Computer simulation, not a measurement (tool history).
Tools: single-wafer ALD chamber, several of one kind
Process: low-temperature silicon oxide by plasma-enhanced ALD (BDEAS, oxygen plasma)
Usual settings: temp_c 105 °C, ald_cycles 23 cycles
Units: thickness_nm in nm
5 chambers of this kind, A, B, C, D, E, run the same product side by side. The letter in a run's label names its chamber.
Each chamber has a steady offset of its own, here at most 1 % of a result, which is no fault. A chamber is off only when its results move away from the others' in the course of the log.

run	hour	temp_c	ald_cycles	read-back reference wafer on the same gauge, thickness_nm	thickness_nm
# hour 7.5: chamber E: thermocouple changed; heater temperature recalibrated
1E	8.0	105	23	3.2948	3.2289
2C	17.2	105	23	3.3034	3.2382
3B	26.3	105	23	3.3020	3.2496
4D	38.4	105	23	3.3054	3.2557
5A	46.4	105	23	3.2992	3.2497
6C	58.1	105	23	3.3001	3.2783
7B	66.3	105	23	3.2960	3.2532
8A	73.3	105	23	3.2968	3.2474
9E	86.4	120	21	3.2979	2.8482
10D	95.1	120	21	3.2968	2.9288
11C	102.9	120	21	3.3002	2.9161
12B	115.8	120	21	3.3038	2.8609
13D	131.1	120	21	3.2980	2.8992
14E	144.3	105	23	3.3040	3.2330
15A	153.6	105	23	3.3026	3.2449
16B	164.1	105	23	3.2966	3.2041
17E	171.2	105	23	3.2995	3.2449
18D	186.8	105	23	3.2965	3.2462
19C	198.1	112	23	3.3007	3.1987
20A	206.5	112	23	3.3005	3.2238
21C	219.0	112	23	3.2976	3.2299
22B	227.1	112	23	3.2992	3.1880
23A	238.3	112	23	3.2961	3.1635
24D	253.5	105	23	3.3046	3.2985
25E	260.6	105	23	3.3013	3.2121
26B	268.5	118	23	3.2962	3.1709
27D	276.6	118	23	3.3022	3.1694
28C	283.6	118	23	3.2947	3.1819
29A	298.3	118	23	3.3003	3.1762
30E	306.6	118	23	3.3023	3.1355
31B	314.3	95	19	3.3026	2.7572
32D	329.6	95	19	3.2993	2.7852
33C	339.3	95	19	3.2963	2.7486
34A	348.9	95	19	3.3016	2.7542
35E	362.8	95	19	3.2986	2.7574
36B	375.2	105	23	3.3000	3.2387
37C	387.5	105	23	3.3010	3.2211

All 5 chambers run these settings next. Forecast each chamber's results:
38A	398.8	105	23		?
38B	398.8	105	23		?
38C	398.8	105	23		?
38D	398.8	105	23		?
38E	398.8	105	23		?

run	thickness_nm
38A	3.2235
38B	3.2611
38C	3.2419
38D	3.2449
38E	3.2472

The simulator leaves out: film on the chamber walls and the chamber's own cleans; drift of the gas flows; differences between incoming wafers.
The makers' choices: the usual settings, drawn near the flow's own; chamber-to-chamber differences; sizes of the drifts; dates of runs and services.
